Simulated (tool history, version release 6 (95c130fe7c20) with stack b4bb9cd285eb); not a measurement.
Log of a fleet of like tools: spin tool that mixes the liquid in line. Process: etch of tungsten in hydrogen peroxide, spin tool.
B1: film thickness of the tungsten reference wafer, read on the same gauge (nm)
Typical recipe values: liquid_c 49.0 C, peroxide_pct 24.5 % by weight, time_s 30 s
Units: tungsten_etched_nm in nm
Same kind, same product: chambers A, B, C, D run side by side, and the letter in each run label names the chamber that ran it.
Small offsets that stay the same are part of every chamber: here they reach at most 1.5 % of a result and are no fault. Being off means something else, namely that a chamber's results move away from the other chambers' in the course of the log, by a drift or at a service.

{"run": "1D", "hour": 6.8, "liquid_c": 49.0, "peroxide_pct": 24.5, "time_s": 30, "B1": 69.981, "tungsten_etched_nm": 87.248}
{"run": "2A", "hour": 10.8, "liquid_c": 49.0, "peroxide_pct": 24.5, "time_s": 30, "B1": 69.981, "tungsten_etched_nm": 88.955}
{"run": "3C", "hour": 18.9, "liquid_c": 49.0, "peroxide_pct": 24.5, "time_s": 30, "B1": 70.006, "tungsten_etched_nm": 88.607}
{"run": "4B", "hour": 24.7, "liquid_c": 49.0, "peroxide_pct": 24.5, "time_s": 30, "B1": 69.983, "tungsten_etched_nm": 87.0}
{"run": "5C", "hour": 30.5, "liquid_c": 49.0, "peroxide_pct": 24.5, "time_s": 30, "B1": 69.98, "tungsten_etched_nm": 88.376}
{"run": "6D", "hour": 38.4, "liquid_c": 49.0, "peroxide_pct": 24.5, "time_s": 30, "B1": 70.0, "tungsten_etched_nm": 87.639}
{"run": "7B", "hour": 46.6, "liquid_c": 56.5, "peroxide_pct": 24.5, "time_s": 30, "B1": 69.971, "tungsten_etched_nm": 135.88}
{"run": "8A", "hour": 52.5, "liquid_c": 56.5, "peroxide_pct": 24.5, "time_s": 30, "B1": 70.009, "tungsten_etched_nm": 137.91}
{"run": "9D", "hour": 56.5, "liquid_c": 56.5, "peroxide_pct": 24.5, "time_s": 30, "B1": 70.016, "tungsten_etched_nm": 138.47}
{"run": "10C", "hour": 63.3, "liquid_c": 56.5, "peroxide_pct": 24.5, "time_s": 30, "B1": 70.031, "tungsten_etched_nm": 140.0}
{"run": "11B", "hour": 70.9, "liquid_c": 49.0, "peroxide_pct": 24.5, "time_s": 30, "B1": 69.988, "tungsten_etched_nm": 85.182}
{"run": "12A", "hour": 76.4, "liquid_c": 49.0, "peroxide_pct": 24.5, "time_s": 30, "B1": 70.004, "tungsten_etched_nm": 87.827}
{"run": "13B", "hour": 81.7, "liquid_c": 49.0, "peroxide_pct": 24.5, "time_s": 30, "B1": 70.055, "tungsten_etched_nm": 84.357}
{"run": "14D", "hour": 89.9, "liquid_c": 49.0, "peroxide_pct": 24.5, "time_s": 30, "B1": 70.026, "tungsten_etched_nm": 88.06}
{"run": "15A", "hour": 97.4, "liquid_c": 53.5, "peroxide_pct": 30.0, "time_s": 30, "B1": 69.979, "tungsten_etched_nm": 127.47}
{"run": "16C", "hour": 106.1, "liquid_c": 53.5, "peroxide_pct": 30.0, "time_s": 30, "B1": 70.019, "tungsten_etched_nm": 128.44}
{"run": "17B", "hour": 113.8, "liquid_c": 53.5, "peroxide_pct": 30.0, "time_s": 30, "B1": 70.033, "tungsten_etched_nm": 122.63}
{"run": "18C", "hour": 118.6, "liquid_c": 53.5, "peroxide_pct": 30.0, "time_s": 30, "B1": 70.008, "tungsten_etched_nm": 127.8}
{"run": "19A", "hour": 124.7, "liquid_c": 49.0, "peroxide_pct": 24.5, "time_s": 30, "B1": 70.009, "tungsten_etched_nm": 87.837}
{"run": "20D", "hour": 133.5, "liquid_c": 49.0, "peroxide_pct": 24.5, "time_s": 30, "B1": 70.013, "tungsten_etched_nm": 86.071}
{"hour": 134.9, "done": "chamber A: new drum of peroxide connected"}
{"run": "21D", "hour": 140.7, "liquid_c": 49.0, "peroxide_pct": 24.5, "time_s": 30, "B1": 70.025, "tungsten_etched_nm": 87.059}
{"run": "22C", "hour": 147.3, "liquid_c": 49.0, "peroxide_pct": 24.5, "time_s": 30, "B1": 70.02, "tungsten_etched_nm": 88.189}
{"run": "23A", "hour": 151.5, "liquid_c": 49.0, "peroxide_pct": 24.5, "time_s": 30, "B1": 70.0, "tungsten_etched_nm": 87.29}
{"run": "24B", "hour": 158.8, "liquid_c": 49.0, "peroxide_pct": 24.5, "time_s": 30, "B1": 69.979, "tungsten_etched_nm": 82.826}
{"run": "25C", "hour": 164.7, "liquid_c": 49.0, "peroxide_pct": 24.5, "time_s": 30, "B1": 70.045, "tungsten_etched_nm": 87.268}
{"run": "26B", "hour": 169.6, "liquid_c": 49.0, "peroxide_pct": 24.5, "time_s": 30, "B1": 69.981, "tungsten_etched_nm": 84.021}
{"run": "27A", "hour": 174.5, "liquid_c": 49.0, "peroxide_pct": 24.5, "time_s": 30, "B1": 69.954, "tungsten_etched_nm": 87.854}
{"run": "28D", "hour": 179.6, "liquid_c": 49.0, "peroxide_pct": 24.5, "time_s": 30, "B1": 70.026, "tungsten_etched_nm": 88.082}
{"run": "29D", "hour": 185.3, "liquid_c": 49.0, "peroxide_pct": 24.5, "time_s": 30, "B1": 70.008, "tungsten_etched_nm": 87.365}
{"run": "30C", "hour": 193.7, "liquid_c": 49.0, "peroxide_pct": 24.5, "time_s": 30, "B1": 70.003, "tungsten_etched_nm": 88.819}
{"run": "31B", "hour": 201.4, "liquid_c": 49.0, "peroxide_pct": 24.5, "time_s": 30, "B1": 69.976, "tungsten_etched_nm": 82.975}

Is one chamber off against the others, does the gauge drift, or is nothing wrong? If a chamber is off, say which, and what the likeliest cause is.

Little by little, chamber B moves away from the other chambers.
What lies behind it: liquid colder than its thermometer reads (K) = 0.771.
The log may not tell that from: peroxide flow below the setpoint (%); temperature lost on the way to the wafer (K); peroxide weaker than its label (%).

Which of the 4 candidates below, each the usual settings with something changed and its results left as question marks, puts chamber B back in line with what the other chambers give on the usual settings?
To be in line, a result may differ from the other chambers' mean on the usual settings by at most: tungsten_etched_nm 1.800 nm
{"run": "32B-1", "hour": 207.9, "liquid_c": 50.0, "peroxide_pct": 24.5, "time_s": 30, "tungsten_etched_nm": "?"}
{"run": "32B-2", "hour": 207.9, "liquid_c": 49.0, "peroxide_pct": 21.0, "time_s": 30, "tungsten_etched_nm": "?"}
{"run": "32B-3", "hour": 207.9, "liquid_c": 48.5, "peroxide_pct": 24.5, "time_s": 30, "tungsten_etched_nm": "?"}
{"run": "32B-4", "hour": 207.9, "liquid_c": 49.5, "peroxide_pct": 24.5, "time_s": 30, "tungsten_etched_nm": "?"}

What the other chambers average on the usual settings: tungsten_etched_nm 87.874 nm
run=32B-1 tungsten_etched_nm=87.178
run=32B-2 tungsten_etched_nm=76.029
run=32B-3 tungsten_etched_nm=79.520
run=32B-4 tungsten_etched_nm=84.589
32B-1 is the one that brings the chamber's results back in line with the other chambers.
